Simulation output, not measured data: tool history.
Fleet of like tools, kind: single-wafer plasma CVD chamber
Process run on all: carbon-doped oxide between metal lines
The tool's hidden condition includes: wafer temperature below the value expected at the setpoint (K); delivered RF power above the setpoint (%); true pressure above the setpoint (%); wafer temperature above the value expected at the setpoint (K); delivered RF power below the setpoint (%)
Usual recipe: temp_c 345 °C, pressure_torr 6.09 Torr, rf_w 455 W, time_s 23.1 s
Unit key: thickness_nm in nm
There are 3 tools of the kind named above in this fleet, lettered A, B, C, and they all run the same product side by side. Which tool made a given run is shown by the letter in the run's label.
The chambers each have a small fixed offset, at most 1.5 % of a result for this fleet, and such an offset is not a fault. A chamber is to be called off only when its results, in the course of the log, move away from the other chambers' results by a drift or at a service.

run,day,temp_c,pressure_torr,rf_w,time_s,hours since the last thermocouple change,hours since the last RF generator calibration,hours since the last manometer calibration,"read-back reference wafer on the same gauge, thickness_nm",thickness_nm
1B,0.125,345,6.09,455,23.1,311.5,296.4,554.2,96.936,116.610
2A,0.338,345,6.09,455,23.1,349.1,1222.0,449.8,96.986,117.510
3C,0.508,345,6.09,455,23.1,222.2,612.5,1004.5,96.990,116.690
4B,0.779,345,6.09,455,23.1,327.2,312.1,569.9,96.951,115.200
5C,0.992,345,6.09,455,23.1,233.8,624.1,1016.1,96.972,116.690
6A,1.171,345,6.09,455,23.1,369.1,1242.0,469.8,96.953,116.190
7B,1.354,345,6.09,455,23.1,341.0,325.9,583.7,96.994,115.230
8C,1.588,345,6.09,455,23.1,248.1,638.4,1030.4,97.013,117.060
9A,1.862,345,6.09,455,23.1,385.7,1258.6,486.4,96.984,115.670
10C,2.033,345,6.09,455,23.1,258.8,649.1,1041.1,97.063,117.250
11B,2.304,345,6.09,520,25.6,363.8,348.7,606.5,96.941,140.310
12A,2.504,345,6.09,520,25.6,401.1,1274.0,501.8,96.955,140.170
13C,2.738,345,6.09,520,25.6,275.7,666.0,1058.0,97.031,141.230
14B,2.954,341,6.09,455,27.1,379.4,364.3,622.1,97.065,137.490
15A,3.121,341,6.09,455,27.1,415.9,1288.8,516.6,96.942,137.760
16A,3.254,341,6.09,455,27.1,419.1,1292.0,519.8,96.995,136.910
17C,3.529,345,6.09,455,23.1,294.7,685.0,1077.0,97.033,115.910
18B,3.792,345,6.09,455,23.1,399.5,384.4,642.2,96.945,115.760
19C,3.933,345,6.09,455,23.1,304.4,694.7,1086.7,96.929,115.920
20A,4.204,345,5.33,455,25.7,441.9,1314.8,542.6,97.054,126.910
21B,4.342,345,5.33,455,25.7,412.7,397.6,655.4,96.996,126.590
22B,4.504,345,5.33,455,25.7,416.6,401.5,659.3,96.996,127.230
23C,4.650,345,6.09,455,23.1,321.6,711.9,1103.9,97.005,114.380
24A,4.783,345,6.09,455,23.1,455.8,1328.7,556.5,97.034,116.670
25B,5.012,345,6.09,455,19.6,428.8,413.7,671.5,96.998,98.534
26A,5.233,345,6.09,455,19.6,466.6,1339.5,567.3,97.127,100.210
27C,5.417,345,6.09,455,19.6,340.0,730.3,1122.3,97.050,97.546
28A,5.550,345,6.09,455,23.1,474.2,1347.1,574.9,96.985,116.550
29C,5.708,345,6.09,455,23.1,347.0,737.3,1129.3,96.963,113.400
30B,5.838,345,6.09,455,23.1,448.6,433.5,691.3,96.970,116.090
31B,5.979,345,6.09,455,23.1,452.0,436.9,694.7,97.026,116.660
32A,6.192,345,6.09,455,23.1,489.6,1362.5,590.3,97.039,116.130
33C,6.358,345,6.09,455,23.1,362.6,752.9,1144.9,96.884,112.990
34B,6.617,345,6.09,455,23.1,467.3,452.2,710.0,97.015,115.190
35C,6.767,356,6.09,455,20.6,372.4,762.7,1154.7,97.019,97.195
36A,6.996,356,6.09,455,20.6,508.9,1381.8,609.6,96.916,100.810
37A,7.171,356,6.09,455,20.6,513.1,1386.0,613.8,96.987,100.750
38C,7.354,345,6.09,455,23.1,386.5,776.8,1168.8,97.022,111.830
39B,7.512,345,6.09,455,23.1,488.8,473.7,731.5,97.021,115.680
40C,7.746,345,6.09,455,23.1,395.9,786.2,1178.2,97.139,111.330
41B,8.025,354,6.09,455,25.0,501.1,486.0,743.8,97.040,122.170
42A,8.292,354,6.09,455,25.0,540.0,1412.9,640.7,96.970,122.430

Next, all 3 chambers run the settings below, one line each with question marks for the results. What does each chamber give?
43A,8.496,345,6.09,455,23.1,,,,,?
43B,8.496,345,6.09,455,23.1,,,,,?
43C,8.496,345,6.09,455,23.1,,,,,?

run,thickness_nm
43A,116.730
43B,115.570
43C,109.860
